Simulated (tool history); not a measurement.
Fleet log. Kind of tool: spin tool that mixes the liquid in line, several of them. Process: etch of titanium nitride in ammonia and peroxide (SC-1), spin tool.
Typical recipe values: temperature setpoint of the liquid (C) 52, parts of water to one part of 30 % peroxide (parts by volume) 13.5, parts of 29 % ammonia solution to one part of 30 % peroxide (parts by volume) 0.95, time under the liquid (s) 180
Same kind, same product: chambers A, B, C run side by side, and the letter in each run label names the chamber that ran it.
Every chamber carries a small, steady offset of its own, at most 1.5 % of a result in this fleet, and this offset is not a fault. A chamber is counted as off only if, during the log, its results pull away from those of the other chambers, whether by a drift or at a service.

run,hour,temperature setpoint of the liquid (C),parts of water to one part of 30 % peroxide (parts by volume),parts of 29 % ammonia solution to one part of 30 % peroxide (parts by volume),time under the liquid (s),hours since the thermometer was replaced,hours since the ammonia flow meter was replaced,hours since the heated supply line was repaired,hours since the drum of ammonia solution was connected,"read-back film thickness of the titanium nitride reference wafer, read on the same gauge (nm)",thickness taken off the titanium nitride on a monitor wafer (Å)
1B,5.3,52,13.5,0.95,180,146.4,1025.8,2435.9,224.4,129.97,82.047
2A,8,52,13.5,0.95,180,1191.5,1783.4,384.9,855.4,130.01,80.398
3C,13.2,52,13.5,0.95,180,662,374.1,734.4,387,129.99,82.047
4A,19.2,52,13.5,0.95,180,1202.7,1794.6,396.1,866.6,129.98,79.555
5C,21.9,52,13.5,0.95,180,670.7,382.8,743.1,395.7,129.98,82.479
6B,25.3,52,13.5,0.95,180,166.4,1045.8,2455.9,244.4,130.02,81.467
7A,30.3,52,13.5,0.95,180,1213.8,1805.7,407.2,877.7,130.04,79.497
8C,35,52,13.5,0.95,180,683.8,395.9,756.2,408.8,130.02,82.631
9B,40.8,52,13.5,0.95,180,181.9,1061.3,2471.4,259.9,129.98,81.954
10C,44.3,52,13.5,0.95,180,693.1,405.2,765.5,418.1,130.04,83.411
11A,49.9,52,13.5,0.95,180,1233.4,1825.3,426.8,897.3,129.99,80.278
12B,53.9,52,13.5,0.95,180,195,1074.4,2484.5,273,130.02,81.243
13B,59.6,52,13.5,0.95,180,200.7,1080.1,2490.2,278.7,130.02,81.397
14C,64.9,52,13.5,0.95,80,713.7,425.8,786.1,438.7,130,36.354
15A,68.4,52,13.5,0.95,80,1251.9,1843.8,445.3,915.8,129.97,35.66
16C,74,52,13.5,0.95,80,722.8,434.9,795.2,447.8,129.98,36.706
17B,79,52,13.5,0.95,180,220.1,1099.5,2509.6,298.1,130.01,81.523
18A,85,52,13.5,0.95,180,1268.5,1860.4,461.9,932.4,130.01,80.2
# hour 87.3: chamber C: heated supply line repaired
19C,91,52,7.5,0.95,270,739.8,451.9,3.7,464.8,129.99,165.5
20B,96.1,52,7.5,0.95,270,237.2,1116.6,2526.7,315.2,129.97,163.8
21A,100.9,52,7.5,0.95,270,1284.4,1876.3,477.8,948.3,130.01,160.85
22B,105.8,52,13.5,0.95,180,246.9,1126.3,2536.4,324.9,129.98,81.151
23C,109.2,48.5,10,0.95,180,758,470.1,21.9,483,130.02,74.291
24A,115.1,48.5,10,0.95,180,1298.6,1890.5,492,962.5,129.95,73.279
25C,120.9,48.5,10,0.95,180,769.7,481.8,33.6,494.7,129.97,74.94
26B,126.2,52,13.5,0.95,180,267.3,1146.7,2556.8,345.3,130,81.133
27A,129,46.5,13.5,1.2,180,1312.5,1904.4,505.9,976.4,130.03,57.204
28A,132.5,46.5,13.5,1.2,180,1316,1907.9,509.4,979.9,130.02,57.101
29C,137.4,46.5,13.5,1.2,180,786.2,498.3,50.1,511.2,129.95,58.441
30B,140.4,52,13.5,0.95,180,281.5,1160.9,2571,359.5,129.99,81.202
31C,144.1,52,13.5,0.95,180,792.9,505,56.8,517.9,129.98,82.655
32A,148,52,13.5,0.95,180,1331.5,1923.4,524.9,995.4,130,80.399
33B,153.3,52,13.5,0.95,180,294.4,1173.8,2583.9,372.4,130.05,80.82
34A,156.8,52,13.5,0.95,180,1340.3,1932.2,533.7,1004.2,129.98,80.447
35B,161.6,52,13.5,0.95,180,302.7,1182.1,2592.2,380.7,130.01,81.493
36C,164.5,52,13.5,0.95,180,813.3,525.4,77.2,538.3,130.03,83.049
37C,167.7,52,13.5,0.95,180,816.5,528.6,80.4,541.5,130.05,82.092

One chamber off, gauge drift, or nothing amiss beyond the chambers' own small offsets? If it is a chamber, which one, and what is the likeliest cause?

No chamber stands off beyond its own small offset, and the gauge holds steady.
